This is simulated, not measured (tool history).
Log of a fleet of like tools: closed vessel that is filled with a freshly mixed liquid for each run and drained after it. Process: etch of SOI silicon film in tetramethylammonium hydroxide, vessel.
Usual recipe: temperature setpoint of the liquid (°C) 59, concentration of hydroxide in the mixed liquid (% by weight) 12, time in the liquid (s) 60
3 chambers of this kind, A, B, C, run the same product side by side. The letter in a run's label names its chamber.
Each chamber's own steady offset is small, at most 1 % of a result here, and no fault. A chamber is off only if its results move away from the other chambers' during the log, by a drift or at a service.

run,hour,temperature setpoint of the liquid (°C),concentration of hydroxide in the mixed liquid (% by weight),time in the liquid (s),"read-back film thickness of the SOI silicon film reference wafer, read on the same gauge (nm)",thickness taken off the SOI silicon film on a monitor wafer (nm)
1C,7.4,59,12,60,150,201.48
2B,15.3,59,12,60,150,196.44
3A,28.9,59,12,60,149.97,195.23
4C,40.9,59,12,60,150,196.64
5B,55.6,59,12,60,149.99,198.17
6A,71.2,59,12,60,150,197.24
7C,83.1,59,12,60,149.99,198.93
8B,92.5,59,12,60,150.01,197.17
9A,107.4,59,9,60,150,216.9
10C,120.5,59,9,60,150,220.55
11A,135.8,59,9,60,149.99,218.85
12B,148.1,59,12,60,150,199.12
13C,156.5,59,12,60,150.01,202.22
14B,172.4,51.5,12,60,149.99,125.34
15A,187.7,51.5,12,60,150,121.62
# hour 193.5: chamber B: thermometer replaced
16B,203.5,51.5,12,60,149.97,121.58
17A,212.3,59,12,60,149.99,198.65
18C,224.1,59,12,35,149.98,115.07
19C,237.4,59,12,35,149.98,115.58
20A,247.2,59,12,35,150,115.81
21B,255.1,59,12,60,149.99,197.19
22C,264.6,64.5,12,60,149.99,277.92
23B,279.7,64.5,12,60,150.01,278.07
24A,291.8,64.5,12,60,149.99,275.33
25A,300.8,59,12,60,150.01,197.59
26C,308,59,12,60,150.02,196.97
27B,323.9,59,12,60,150.01,197.53
28A,338.7,59,12,60,149.99,195.68
29B,353.4,59,12,60,150,196.58
30C,364.3,59,12,60,150.02,188.26
31C,380.5,59,12,60,150.01,191.28
32B,391.3,59,12,60,150.01,200.62
33A,405.2,59,12,60,150,191.79
34C,420.1,59,12,60,150,189.88
35A,427.9,59,12,60,150,195.72
36B,444,59,12,60,149.97,195.11
37C,458.2,59,12,60,149.99,184.47
38B,468.6,59,12,60,149.99,200.13
39A,483.1,59,12,60,150.02,193.25
40A,495.1,59,12,60,150,195.4

All 3 chambers run these settings next. Forecast each chamber's results:
41A,506.8,59,12,60,,?
41B,506.8,59,12,60,,?
41C,506.8,59,12,60,,?

run,thickness taken off the SOI silicon film on a monitor wafer (nm)
41A,194.26
41B,198.07
41C,185.43
